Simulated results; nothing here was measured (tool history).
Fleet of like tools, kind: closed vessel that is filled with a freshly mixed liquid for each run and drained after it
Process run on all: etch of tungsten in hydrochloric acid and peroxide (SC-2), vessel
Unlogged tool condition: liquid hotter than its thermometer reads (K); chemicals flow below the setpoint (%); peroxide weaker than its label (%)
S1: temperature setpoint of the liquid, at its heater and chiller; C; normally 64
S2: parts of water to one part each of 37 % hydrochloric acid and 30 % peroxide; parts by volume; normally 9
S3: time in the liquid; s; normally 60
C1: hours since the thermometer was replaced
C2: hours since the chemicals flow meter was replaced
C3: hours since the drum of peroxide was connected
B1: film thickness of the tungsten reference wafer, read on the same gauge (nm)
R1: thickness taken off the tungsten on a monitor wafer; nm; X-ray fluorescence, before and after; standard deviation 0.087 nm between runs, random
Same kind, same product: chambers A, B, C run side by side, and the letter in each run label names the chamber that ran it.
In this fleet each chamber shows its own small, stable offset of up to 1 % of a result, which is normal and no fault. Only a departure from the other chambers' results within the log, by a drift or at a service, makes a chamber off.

run 1C hour=3.1 | S1=64 S2=9 S3=60 | C1=434.1 C2=419.4 C3=392.6 | B1=130 | R1=19.535
run 2A hour=6.9 | S1=64 S2=9 S3=60 | C1=1118.4 C2=1634.8 C3=435.6 | B1=130 | R1=19.604
run 3B hour=11.7 | S1=64 S2=9 S3=60 | C1=1480.9 C2=1729.6 C3=821.3 | B1=129.98 | R1=19.521
run 4C hour=15.3 | S1=64 S2=9 S3=60 | C1=446.3 C2=431.6 C3=404.8 | B1=130.03 | R1=19.586
run 5A hour=19.3 | S1=64 S2=9 S3=60 | C1=1130.8 C2=1647.2 C3=448 | B1=129.99 | R1=19.644
run 6B hour=22.8 | S1=64 S2=9 S3=60 | C1=1492 C2=1740.7 C3=832.4 | B1=129.97 | R1=19.459
run 7A hour=25.4 | S1=64 S2=7.5 S3=50 | C1=1136.9 C2=1653.3 C3=454.1 | B1=130.04 | R1=18.967
run 8B hour=29.7 | S1=64 S2=7.5 S3=50 | C1=1498.9 C2=1747.6 C3=839.3 | B1=130.02 | R1=18.758
run 9C hour=35.2 | S1=64 S2=7.5 S3=50 | C1=466.2 C2=451.5 C3=424.7 | B1=130.03 | R1=18.919
run 10B hour=40 | S1=60.5 S2=4.5 S3=60 | C1=1509.2 C2=1757.9 C3=849.6 | B1=129.99 | R1=26.51
run 11A hour=43.8 | S1=60.5 S2=4.5 S3=60 | C1=1155.3 C2=1671.7 C3=472.5 | B1=130.03 | R1=27.042
run 12C hour=46.6 | S1=60.5 S2=4.5 S3=60 | C1=477.6 C2=462.9 C3=436.1 | B1=130.01 | R1=26.57
run 13B hour=50.1 | S1=64 S2=9 S3=60 | C1=1519.3 C2=1768 C3=859.7 | B1=130.09 | R1=19.249
run 14A hour=55.4 | S1=64 S2=9 S3=60 | C1=1166.9 C2=1683.3 C3=484.1 | B1=130.01 | R1=19.682
run 15C hour=57.8 | S1=64 S2=9 S3=60 | C1=488.8 C2=474.1 C3=447.3 | B1=130.03 | R1=19.356
run 16A hour=62.1 | S1=64 S2=9 S3=60 | C1=1173.6 C2=1690 C3=490.8 | B1=130.01 | R1=19.764
run 17B hour=64.9 | S1=64 S2=9 S3=60 | C1=1534.1 C2=1782.8 C3=874.5 | B1=130.05 | R1=19.297
run 18C hour=68.7 | S1=64 S2=9 S3=60 | C1=499.7 C2=485 C3=458.2 | B1=130.02 | R1=19.24
run 19B hour=71.1 | S1=64 S2=9 S3=60 | C1=1540.3 C2=1789 C3=880.7 | B1=130.04 | R1=19.48
run 20C hour=74.7 | S1=64 S2=9 S3=60 | C1=505.7 C2=491 C3=464.2 | B1=129.99 | R1=19.003
run 21A hour=77.2 | S1=64 S2=9 S3=60 | C1=1188.7 C2=1705.1 C3=505.9 | B1=129.94 | R1=19.589
run 22A hour=81.1 | S1=70 S2=5 S3=60 | C1=1192.6 C2=1709 C3=509.8 | B1=129.97 | R1=44.873
run 23C hour=86.2 | S1=70 S2=5 S3=60 | C1=517.2 C2=502.5 C3=475.7 | B1=130.05 | R1=42.859
run 24B hour=90.9 | S1=70 S2=5 S3=60 | C1=1560.1 C2=1808.8 C3=900.5 | B1=130.02 | R1=44.249
run 25B hour=93.6 | S1=64 S2=9 S3=60 | C1=1562.8 C2=1811.5 C3=903.2 | B1=130.01 | R1=19.606
run 26C hour=98.1 | S1=64 S2=9 S3=60 | C1=529.1 C2=514.4 C3=487.6 | B1=129.95 | R1=18.663
run 27A hour=103.3 | S1=64 S2=9 S3=60 | C1=1214.8 C2=1731.2 C3=532 | B1=130.01 | R1=19.678
run 28A hour=108 | S1=60 S2=9 S3=60 | C1=1219.5 C2=1735.9 C3=536.7 | B1=130.01 | R1=15.502

Each of the 3 chambers runs these same settings next. Fill in every chamber's results:
run 29A hour=112 | S1=64 S2=9 S3=30 | R1=?
run 29B hour=112 | S1=64 S2=9 S3=30 | R1=?
run 29C hour=112 | S1=64 S2=9 S3=30 | R1=?

run=29A R1=9.8554
run=29B R1=9.6867
run=29C R1=9.3682
